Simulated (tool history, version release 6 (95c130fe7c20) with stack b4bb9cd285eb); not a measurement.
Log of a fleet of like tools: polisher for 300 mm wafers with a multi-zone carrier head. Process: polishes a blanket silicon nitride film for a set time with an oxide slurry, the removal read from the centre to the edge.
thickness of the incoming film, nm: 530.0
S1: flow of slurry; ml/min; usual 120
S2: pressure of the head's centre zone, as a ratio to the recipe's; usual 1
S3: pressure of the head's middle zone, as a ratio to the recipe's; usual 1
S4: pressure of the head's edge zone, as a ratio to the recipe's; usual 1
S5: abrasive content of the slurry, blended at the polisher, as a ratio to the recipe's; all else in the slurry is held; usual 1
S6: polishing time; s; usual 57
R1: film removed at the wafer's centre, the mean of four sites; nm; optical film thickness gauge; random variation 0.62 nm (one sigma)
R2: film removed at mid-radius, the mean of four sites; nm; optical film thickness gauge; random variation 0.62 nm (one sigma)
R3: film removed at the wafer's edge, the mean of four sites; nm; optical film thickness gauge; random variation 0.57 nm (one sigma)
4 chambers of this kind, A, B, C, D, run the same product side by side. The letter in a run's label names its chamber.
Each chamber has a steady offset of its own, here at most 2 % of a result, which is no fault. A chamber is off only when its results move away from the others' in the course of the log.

| run | day | S1 | S2 | S3 | S4 | S5 | S6 | R1 | R2 | R3 |
|---|---|---|---|---|---|---|---|---|---|---|
| 1D | 0.242 | 120 | 1 | 1 | 1 | 1 | 57 | 51.983 | 50.893 | 52.335 |
| 2A | 0.471 | 120 | 1 | 1 | 1 | 1 | 57 | 51.236 | 52.755 | 51.304 |
| 3C | 0.933 | 120 | 1 | 1 | 1 | 1 | 57 | 51.674 | 52.944 | 50.607 |
| 4B | 1.175 | 120 | 1 | 1 | 1 | 1 | 57 | 52.005 | 52.871 | 51.804 |
|  | 1.246 | chamber C: slurry nozzle cleaned |
| 5B | 1.6 | 120 | 1 | 1 | 1 | 1 | 57 | 51.787 | 51.292 | 52.06 |
|  | 1.717 | chamber B: worn pad replaced by a new one |
| 6D | 2.033 | 120 | 1 | 1 | 1 | 1 | 57 | 52.274 | 51.79 | 51.966 |
| 7A | 2.488 | 120 | 1 | 1 | 1 | 1 | 57 | 51.597 | 53.134 | 52.689 |
| 8C | 2.788 | 120 | 1 | 1 | 1 | 1 | 57 | 51.066 | 51.815 | 50.397 |
| 9B | 3.125 | 120 | 1 | 1 | 1 | 1 | 57 | 52.717 | 52.469 | 51.396 |
|  | 3.296 | chamber B: edge zone pressure recalibrated |
| 10A | 3.388 | 120 | 1 | 1 | 1 | 1 | 57 | 50.236 | 52.152 | 52.26 |
| 11C | 3.85 | 120 | 1 | 1 | 1 | 1 | 57 | 51.497 | 51.169 | 51.336 |
|  | 3.942 | chamber C: worn pad replaced by a new one |
| 12D | 4.104 | 120 | 1 | 1 | 1 | 1 | 57 | 52.668 | 51.531 | 52.669 |
|  | 4.362 | chamber D: worn pad replaced by a new one |
| 13B | 4.596 | 120 | 1 | 1 | 1 | 1 | 57 | 51.254 | 52.64 | 52.454 |
|  | 4.704 | chamber B: worn pad replaced by a new one |
| 14A | 4.838 | 120 | 1 | 1 | 1 | 1 | 57 | 50.909 | 51.119 | 51.791 |
| 15C | 5.188 | 120 | 1 | 1 | 1 | 1 | 57 | 51.507 | 52.265 | 50.984 |
|  | 5.204 | chamber C: centre zone pressure recalibrated |
| 16D | 5.454 | 120 | 1 | 1 | 1 | 1 | 57 | 52.001 | 52.163 | 52.942 |
| 17A | 5.742 | 120 | 1 | 1 | 1 | 1 | 57 | 49.803 | 50.731 | 50.529 |
| 18C | 5.971 | 150 | 1 | 0.91 | 1 | 1 | 57 | 55.356 | 49.335 | 52.665 |
|  | 6.012 | chamber A: worn pad replaced by a new one |
| 19D | 6.25 | 150 | 1 | 0.91 | 1 | 1 | 57 | 55.555 | 50.914 | 53.816 |
|  | 6.479 | chamber C: edge zone pressure recalibrated |
| 20B | 6.583 | 150 | 1 | 0.91 | 1 | 1 | 57 | 54.295 | 50.418 | 54.656 |
|  | 7.038 | chamber D: slurry nozzle cleaned |
| 21B | 7.075 | 150 | 1 | 0.91 | 1 | 1 | 57 | 54.515 | 49.533 | 54.31 |
| 22D | 7.525 | 120 | 1 | 1 | 1 | 1 | 57 | 51.315 | 51.877 | 51.48 |
|  | 7.617 | chamber B: worn pad replaced by a new one |
|  | 7.942 | chamber C: worn pad replaced by a new one |
| 23C | 7.942 | 120 | 1 | 1 | 1 | 1 | 57 | 52.025 | 51.606 | 52.064 |
| 24A | 8.242 | 120 | 1 | 1 | 1.04 | 1 | 57 | 47.657 | 50.139 | 51.02 |
| 25B | 8.479 | 120 | 1 | 1 | 1.04 | 1 | 57 | 51.315 | 51.532 | 52.942 |
| 26C | 8.796 | 120 | 1 | 1 | 1.04 | 1 | 57 | 51.954 | 52.774 | 53.01 |
|  | 9.192 | chamber D: worn pad replaced by a new one |
| 27D | 9.3 | 120 | 1 | 1 | 1.04 | 1 | 57 | 52.454 | 50.975 | 53.836 |
| 28A | 9.767 | 120 | 1 | 1 | 1 | 1 | 57 | 46.646 | 47.591 | 49.032 |
|  | 10.162 | chamber B: worn pad replaced by a new one |
| 29D | 10.242 | 120 | 1 | 1.08 | 1 | 1 | 57 | 53.057 | 55.792 | 51.882 |
| 30C | 10.625 | 120 | 1 | 1.08 | 1 | 1 | 57 | 51.736 | 55.991 | 51.707 |
| 31A | 10.917 | 120 | 1 | 1.08 | 1 | 1 | 57 | 45.718 | 50.34 | 47.45 |
| 32B | 11.188 | 120 | 1 | 1.08 | 1 | 1 | 57 | 51.734 | 56.859 | 51.362 |

All 4 chambers run these settings next. Forecast each chamber's results:
| 33A | 11.558 | 120 | 0.89 | 1 | 1 | 1 | 57 | ? | ? | ? |
| 33B | 11.558 | 120 | 0.89 | 1 | 1 | 1 | 57 | ? | ? | ? |
| 33C | 11.558 | 120 | 0.89 | 1 | 1 | 1 | 57 | ? | ? | ? |
| 33D | 11.558 | 120 | 0.89 | 1 | 1 | 1 | 57 | ? | ? | ? |

| run | R1 | R2 | R3 |
|---|---|---|---|
| 33A | 39.618 | 45.671 | 47.974 |
| 33B | 45.38 | 52.499 | 51.907 |
| 33C | 44.933 | 52.174 | 50.479 |
| 33D | 46.349 | 51.903 | 51.896 |
